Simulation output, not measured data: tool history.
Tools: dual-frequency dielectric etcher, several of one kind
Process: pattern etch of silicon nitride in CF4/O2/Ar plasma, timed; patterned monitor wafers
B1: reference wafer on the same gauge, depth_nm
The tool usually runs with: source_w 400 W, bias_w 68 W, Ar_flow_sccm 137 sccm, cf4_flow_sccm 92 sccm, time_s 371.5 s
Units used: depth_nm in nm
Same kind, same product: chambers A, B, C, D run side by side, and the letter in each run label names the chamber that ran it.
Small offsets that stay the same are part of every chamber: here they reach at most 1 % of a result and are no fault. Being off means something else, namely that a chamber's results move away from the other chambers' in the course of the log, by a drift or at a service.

Run 1C, hour 6.0: usual settings; B1 520.56. Result: depth_nm 622.08 nm.
At hour 6.6: chamber B: wet clean of the chamber.
Run 2A, hour 10.1: usual settings; B1 520.63. Result: depth_nm 623.30 nm.
Run 3D, hour 17.9: usual settings; B1 519.83. Result: depth_nm 617.81 nm.
Run 4B, hour 26.3: usual settings; B1 519.13. Result: depth_nm 624.94 nm.
Run 5C, hour 34.4: usual settings but Ar_flow_sccm 148 sccm, time_s 289.5 s; B1 519.30. Result: depth_nm 484.03 nm.
Run 6D, hour 42.1: usual settings but Ar_flow_sccm 148 sccm, time_s 289.5 s; B1 520.93. Result: depth_nm 484.89 nm.
Run 7B, hour 48.2: usual settings but Ar_flow_sccm 148 sccm, time_s 289.5 s; B1 520.76. Result: depth_nm 485.90 nm.
Run 8A, hour 52.2: usual settings but Ar_flow_sccm 148 sccm, time_s 289.5 s; B1 519.74. Result: depth_nm 488.43 nm.
Run 9C, hour 56.9: usual settings; B1 520.32. Result: depth_nm 626.06 nm.
Run 10A, hour 61.2: usual settings; B1 520.28. Result: depth_nm 625.06 nm.
Run 11B, hour 68.5: usual settings; B1 520.01. Result: depth_nm 622.04 nm.
Run 12D, hour 75.9: usual settings; B1 520.82. Result: depth_nm 626.20 nm.
Run 13D, hour 84.6: usual settings; B1 519.57. Result: depth_nm 621.98 nm.
Run 14A, hour 90.2: usual settings; B1 520.45. Result: depth_nm 626.25 nm.
Run 15C, hour 95.3: usual settings; B1 520.11. Result: depth_nm 625.09 nm.
Run 16B, hour 101.3: usual settings; B1 519.69. Result: depth_nm 628.98 nm.
Run 17C, hour 105.1: usual settings; B1 520.42. Result: depth_nm 628.05 nm.
Run 18A, hour 111.9: usual settings but source_w 330 W; B1 520.06. Result: depth_nm 527.79 nm.
Run 19D, hour 119.0: usual settings but source_w 330 W; B1 520.58. Result: depth_nm 528.67 nm.
Run 20B, hour 124.7: usual settings but source_w 330 W; B1 519.56. Result: depth_nm 531.87 nm.
Run 21C, hour 129.0: usual settings but source_w 330 W; B1 519.55. Result: depth_nm 525.87 nm.
Run 22D, hour 135.9: usual settings; B1 520.40. Result: depth_nm 621.09 nm.
Run 23B, hour 140.2: usual settings; B1 521.33. Result: depth_nm 639.77 nm.
Run 24A, hour 148.6: usual settings; B1 520.52. Result: depth_nm 624.37 nm.
Run 25A, hour 153.7: usual settings but source_w 430 W, bias_w 60 W; B1 519.60. Result: depth_nm 633.47 nm.
Run 26B, hour 157.8: usual settings but source_w 430 W, bias_w 60 W; B1 519.37. Result: depth_nm 649.78 nm.
Run 27D, hour 162.0: usual settings but source_w 430 W, bias_w 60 W; B1 519.32. Result: depth_nm 629.30 nm.
Run 28C, hour 169.3: usual settings but source_w 430 W, bias_w 60 W; B1 520.67. Result: depth_nm 631.22 nm.
Run 29A, hour 175.8: usual settings; B1 520.08. Result: depth_nm 625.70 nm.
Run 30C, hour 181.7: usual settings; B1 519.79. Result: depth_nm 630.73 nm.
Run 31D, hour 185.5: usual settings; B1 519.91. Result: depth_nm 619.01 nm.
Run 32B, hour 191.3: usual settings but source_w 480 W, bias_w 62 W; B1 519.37. Result: depth_nm 721.48 nm.

Next, every chamber runs the same settings. What will each give?
Run 33A, hour 197.7: usual settings. Result: depth_nm ?.
Run 33B, hour 197.7: usual settings. Result: depth_nm ?.
Run 33C, hour 197.7: usual settings. Result: depth_nm ?.
Run 33D, hour 197.7: usual settings. Result: depth_nm ?.

run  depth_nm
33A    626.29
33B    646.16
33C    623.32
33D    627.10
